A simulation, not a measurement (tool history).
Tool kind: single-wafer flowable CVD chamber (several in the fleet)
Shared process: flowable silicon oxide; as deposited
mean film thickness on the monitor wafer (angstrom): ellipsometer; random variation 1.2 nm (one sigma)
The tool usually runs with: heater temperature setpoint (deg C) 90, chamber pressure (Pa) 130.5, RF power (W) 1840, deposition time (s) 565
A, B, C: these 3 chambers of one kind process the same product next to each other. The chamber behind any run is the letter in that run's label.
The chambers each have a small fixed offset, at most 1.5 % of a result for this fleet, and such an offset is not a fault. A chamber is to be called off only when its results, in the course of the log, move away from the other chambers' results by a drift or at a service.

run   hour  heater temperature setpoint (deg C)  chamber pressure (Pa)  RF power (W)  deposition time (s)  read-back reference wafer on the same gauge, thickness_nm  mean film thickness on the monitor wafer (angstrom)
 1C    2.8                                   90                  130.5          1840                  565                                                     722.83                                               6080.4
 2A    7.1                                   90                  130.5          1840                  565                                                     722.97                                               6010.4
 3B   10.7                                   90                  130.5          1840                  565                                                     723.05                                               6131.9
 4B   14.2                                   90                  130.5          1840                  565                                                      722.9                                               6107.6
 5A   19.4                                   90                  130.5          1840                  565                                                     723.03                                               6015.3
 6C   23.6                                   90                  130.5          1840                  565                                                     723.13                                               6067.3
 7C   26.2                                   90                  130.5          1840                  565                                                     723.04                                               6072.3
 8B   30.4                                   90                  130.5          1840                  565                                                     723.44                                               6133.4
 9A     33                                   90                  130.5          1840                  565                                                     723.13                                               6010.3
10B   39.1                                   90                  130.5          1840                  565                                                     723.29                                               6133.1
11A     45                                   90                  130.5          1840                  565                                                      723.1                                               6015.5
12C   50.5                                   90                  130.5          1840                  565                                                     722.93                                               6036.6
13A   53.8                                   90                  130.5          1840                  565                                                     723.29                                               6019.1
14C   58.5                                   90                  130.5          1840                  565                                                     722.99                                               6039.8
15B   63.9                                   90                  130.5          1840                  565                                                     722.86                                               6145.9
16A   67.5                                   90                  130.5          1840                  565                                                     723.15                                               6018.4
17C   71.2                                   90                  130.5          1840                  565                                                     723.02                                               6081.8
18B   76.8                                   90                  130.5          1840                  565                                                     723.23                                               6140.9
19C   81.2                                   90                  130.5          1840                  565                                                     723.22                                               6072.2
20B   86.5                                   90                  130.5          1840                  469                                                     722.98                                               5079.8
21A   92.5                                   90                  130.5          1840                  469                                                     723.27                                               4986.4
22B   95.9                                   90                  130.5          1840                  469                                                     723.06                                               5089.8
23A  100.9                                   90                  130.5          1840                  565                                                     722.93                                               6020.5
24C  105.3                                   90                  130.5          1840                  565                                                     722.56                                               6065.5
25C  111.1                                   90                  130.5          1840                  565                                                     723.02                                               6054.6
26A  116.7                                   90                  130.5          1840                  565                                                     722.93                                               6016.9
27B  120.4                                   90                  130.5          1840                  565                                                     723.31                                               6131.2
28C  125.6                                   90                  111.2          1580                  565                                                     722.96                                               4773.5
29A  131.3                                   90                  111.2          1580                  565                                                      722.9                                               4693.9
30B  136.3                                   90                  111.2          1580                  565                                                     722.74                                               4850.8
31C  140.2                                   90                  112.7          2045                  565                                                     722.86                                               5169.1
32B  143.4                                   90                  112.7          2045                  565                                                     722.84                                               5244.6
33A  147.2                                   90                  112.7          2045                  565                                                     722.88                                               5141.4
34C  150.1                                   90                  130.5          1840                  565                                                     722.77                                               6063.9

Next, every chamber runs the same settings. What will each give?
35A  154.4                                   90                  130.5          1725                  565                                                                                                               ?
35B  154.4                                   90                  130.5          1725                  565                                                                                                               ?
35C  154.4                                   90                  130.5          1725                  565                                                                                                               ?

run  mean film thickness on the monitor wafer (angstrom)
35A                                               5925.9
35B                                               5999.7
35C                                               5954.8
